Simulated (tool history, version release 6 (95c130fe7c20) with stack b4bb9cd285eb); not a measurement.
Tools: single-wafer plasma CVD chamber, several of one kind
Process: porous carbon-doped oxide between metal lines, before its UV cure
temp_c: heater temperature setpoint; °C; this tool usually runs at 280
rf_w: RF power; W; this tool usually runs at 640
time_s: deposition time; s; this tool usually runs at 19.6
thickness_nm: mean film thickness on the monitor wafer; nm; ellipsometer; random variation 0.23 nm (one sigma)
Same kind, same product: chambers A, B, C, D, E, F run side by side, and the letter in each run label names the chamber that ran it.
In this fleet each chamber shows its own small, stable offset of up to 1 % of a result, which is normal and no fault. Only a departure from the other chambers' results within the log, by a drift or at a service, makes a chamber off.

| run | hour | temp_c | rf_w | time_s | hours since the last thermocouple change | hours since the last RF generator calibration | read-back reference wafer on the same gauge, thickness_nm | thickness_nm |
|---|---|---|---|---|---|---|---|---|
| 1E | 3.9 | 280 | 640 | 19.6 | 740.7 | 832.9 | 116.96 | 142.23 |
| 2C | 7.2 | 280 | 640 | 19.6 | 1811.3 | 633.9 | 116.98 | 142.44 |
| 3B | 11.4 | 280 | 640 | 19.6 | 50.4 | 107.1 | 116.93 | 141.35 |
| 4A | 14.2 | 280 | 640 | 19.6 | 114.7 | 1931.5 | 116.91 | 143.72 |
| 5F | 17.1 | 280 | 640 | 19.6 | 2176.1 | 2577.7 | 116.93 | 142.11 |
| 6D | 21.2 | 280 | 640 | 19.6 | 2217.8 | 807.3 | 116.88 | 142.67 |
| 7B | 25.8 | 280 | 640 | 19.6 | 64.8 | 121.5 | 116.87 | 141.57 |
| 8D | 28.7 | 280 | 640 | 19.6 | 2225.3 | 814.8 | 116.89 | 142.46 |
| 9C | 30.9 | 280 | 640 | 19.6 | 1835.0 | 657.6 | 116.86 | 142.08 |
| 10F | 33.2 | 280 | 640 | 19.6 | 2192.2 | 2593.8 | 116.83 | 141.97 |
| 11A | 36.1 | 280 | 640 | 19.6 | 136.6 | 1953.4 | 116.78 | 143.11 |
| 12E | 38.9 | 280 | 640 | 19.6 | 775.7 | 867.9 | 116.82 | 142.41 |
| 13E | 41.1 | 280 | 640 | 19.6 | 777.9 | 870.1 | 116.83 | 142.05 |
| 14A | 45.1 | 280 | 640 | 19.6 | 145.6 | 1962.4 | 116.77 | 143.25 |
| 15B | 48.5 | 280 | 640 | 19.6 | 87.5 | 144.2 | 116.74 | 141.00 |
| 16D | 51.3 | 280 | 640 | 19.6 | 2247.9 | 837.4 | 116.74 | 142.14 |
| 17C | 53.5 | 280 | 640 | 19.6 | 1857.6 | 680.2 | 116.74 | 142.14 |
| 18F | 57.6 | 280 | 640 | 19.6 | 2216.6 | 2618.2 | 116.67 | 141.87 |
| 19A | 62.0 | 280 | 640 | 19.6 | 162.5 | 1979.3 | 116.67 | 143.30 |
|  | 62.4 | chamber E: thermocouple changed; heater temperature recalibrated |
| 20B | 66.4 | 280 | 640 | 19.6 | 105.4 | 162.1 | 116.68 | 140.64 |
| 21D | 70.8 | 272 | 640 | 22.2 | 2267.4 | 856.9 | 116.64 | 168.71 |
| 22C | 73.2 | 272 | 640 | 22.2 | 1877.3 | 699.9 | 116.65 | 169.41 |
| 23F | 77.2 | 272 | 640 | 22.2 | 2236.2 | 2637.8 | 116.65 | 168.76 |
| 24E | 81.0 | 272 | 640 | 22.2 | 18.7 | 910.0 | 116.62 | 168.47 |
| 25E | 84.1 | 272 | 640 | 22.2 | 21.8 | 913.1 | 116.59 | 168.22 |
| 26B | 87.0 | 272 | 640 | 22.2 | 126.0 | 182.7 | 116.59 | 166.65 |
| 27C | 90.3 | 280 | 640 | 19.6 | 1894.4 | 717.0 | 116.52 | 142.24 |
| 28D | 92.9 | 280 | 640 | 16.3 | 2289.5 | 879.0 | 116.53 | 118.86 |
| 29F | 95.3 | 280 | 640 | 16.3 | 2254.3 | 2655.9 | 116.50 | 118.66 |
| 30A | 97.6 | 280 | 640 | 16.3 | 198.1 | 2014.9 | 116.53 | 119.61 |
| 31D | 100.1 | 280 | 640 | 16.3 | 2296.7 | 886.2 | 116.51 | 118.49 |
|  | 103.3 | chamber D: thermocouple changed; heater temperature recalibrated |
| 32E | 104.4 | 280 | 640 | 16.3 | 42.1 | 933.4 | 116.48 | 118.37 |
| 33C | 107.7 | 280 | 640 | 16.3 | 1911.8 | 734.4 | 116.47 | 118.97 |
| 34F | 110.0 | 280 | 640 | 19.6 | 2269.0 | 2670.6 | 116.47 | 142.02 |
| 35A | 114.4 | 280 | 640 | 19.6 | 214.9 | 2031.7 | 116.40 | 143.22 |
| 36B | 118.4 | 280 | 640 | 19.6 | 157.4 | 214.1 | 116.46 | 140.58 |
| 37B | 121.3 | 280 | 640 | 19.6 | 160.3 | 217.0 | 116.38 | 140.91 |
| 38D | 124.0 | 280 | 640 | 19.6 | 20.8 | 910.1 | 116.39 | 141.58 |
| 39A | 128.8 | 280 | 640 | 19.6 | 229.3 | 2046.1 | 116.41 | 143.37 |
| 40F | 132.8 | 280 | 640 | 19.6 | 2291.8 | 2693.4 | 116.37 | 141.80 |
| 41C | 137.6 | 280 | 690 | 20.8 | 1941.7 | 764.3 | 116.31 | 157.55 |
| 42E | 141.2 | 280 | 690 | 20.8 | 78.9 | 970.2 | 116.28 | 157.30 |
| 43A | 146.1 | 280 | 690 | 20.8 | 246.6 | 2063.4 | 116.27 | 158.75 |
| 44F | 149.4 | 280 | 690 | 20.8 | 2308.4 | 2710.0 | 116.25 | 157.44 |

Read the log: is a single chamber off, either drifting away or since a service, is the gauge that measures every chamber drifting, or is nothing wrong beyond small per-chamber offsets? Name any odd chamber and what most likely caused it.

No chamber is off; the gauge reading every chamber's wafers drifts, which makes the whole fleet appear to move together.
Likeliest cause: gauge reads low (%) = 0.653.
